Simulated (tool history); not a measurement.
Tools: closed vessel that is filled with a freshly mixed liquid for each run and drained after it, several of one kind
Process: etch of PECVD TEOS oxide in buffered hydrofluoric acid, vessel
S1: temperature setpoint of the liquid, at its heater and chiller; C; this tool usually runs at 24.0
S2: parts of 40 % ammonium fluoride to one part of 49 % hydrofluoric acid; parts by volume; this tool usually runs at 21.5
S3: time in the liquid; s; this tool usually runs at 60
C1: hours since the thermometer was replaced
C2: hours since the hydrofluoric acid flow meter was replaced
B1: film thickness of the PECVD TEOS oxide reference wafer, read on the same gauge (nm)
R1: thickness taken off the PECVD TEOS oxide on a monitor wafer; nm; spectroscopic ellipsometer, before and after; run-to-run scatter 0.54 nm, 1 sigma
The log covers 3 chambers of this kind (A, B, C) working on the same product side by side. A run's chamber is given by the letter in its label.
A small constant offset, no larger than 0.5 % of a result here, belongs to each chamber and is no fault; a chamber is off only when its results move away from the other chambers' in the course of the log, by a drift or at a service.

run	hour	S1	S2	S3	C1	C2	B1	R1
1A	12.1	24.0	21.5	60	1227.5	1494.8	70.004	63.772
2C	20.3	24.0	21.5	60	1330.7	1028.5	69.992	64.000
3B	33.4	24.0	21.5	60	240.8	39.6	70.004	66.344
# hour 34.0: chamber A: thermometer replaced
4C	47.0	24.0	21.5	60	1357.4	1055.2	70.030	64.290
5B	57.8	24.0	21.5	60	265.2	64.0	69.991	65.837
# hour 70.1: chamber C: thermometer replaced
6A	70.6	24.0	21.5	60	36.7	1553.3	70.008	63.908
7B	83.8	24.0	21.5	60	291.2	90.0	70.017	64.008
8C	93.4	24.0	21.5	60	23.3	1101.6	69.999	63.710
9A	104.6	24.0	21.5	40	70.7	1587.3	70.012	42.990
10A	118.5	24.0	21.5	40	84.6	1601.2	69.994	42.880
11C	130.4	24.0	21.5	40	60.3	1138.6	69.991	43.064
12B	141.6	24.0	21.5	60	349.0	147.8	70.004	64.878
# hour 151.9: chamber C: hydrofluoric acid flow meter replaced
13B	152.8	24.0	21.5	60	360.2	159.0	70.007	64.704
# hour 158.2: chamber A: hydrofluoric acid flow meter replaced
14C	163.2	24.0	21.5	60	93.1	11.3	69.960	64.541
15A	175.3	24.0	21.5	60	141.4	17.2	69.991	65.044
16B	183.7	24.0	21.5	60	391.1	189.9	69.988	62.966
17C	196.0	24.0	21.5	60	125.9	44.1	70.007	64.802
18A	207.6	24.0	21.5	60	173.7	49.5	69.984	65.397
19C	216.0	24.0	21.5	90	145.9	64.1	69.995	96.766
20B	227.7	24.0	21.5	90	435.1	233.9	70.018	92.842
21A	234.9	24.0	21.5	90	201.0	76.8	69.989	95.523
22C	245.0	24.0	21.5	60	174.9	93.1	69.994	64.809
23B	260.3	24.0	21.5	90	467.7	266.5	70.013	92.366
24A	268.1	24.0	21.5	90	234.2	110.0	69.995	97.249
25C	277.0	24.0	21.5	90	206.9	125.1	69.990	97.200
26B	285.7	24.0	21.5	60	493.1	291.9	70.005	60.522
27A	294.1	24.0	21.5	60	260.2	136.0	70.005	65.735
28B	304.0	24.0	21.5	60	511.4	310.2	69.980	61.267
29A	312.1	21.5	27.0	60	278.2	154.0	69.989	48.203

All chambers now run identical settings, listed one chamber a line with results as question marks. What results will each chamber show?
30A	323.2	24.0	21.5	30				?
30B	323.2	24.0	21.5	30				?
30C	323.2	24.0	21.5	30				?

run	R1
30A	31.887
30B	30.378
30C	32.164

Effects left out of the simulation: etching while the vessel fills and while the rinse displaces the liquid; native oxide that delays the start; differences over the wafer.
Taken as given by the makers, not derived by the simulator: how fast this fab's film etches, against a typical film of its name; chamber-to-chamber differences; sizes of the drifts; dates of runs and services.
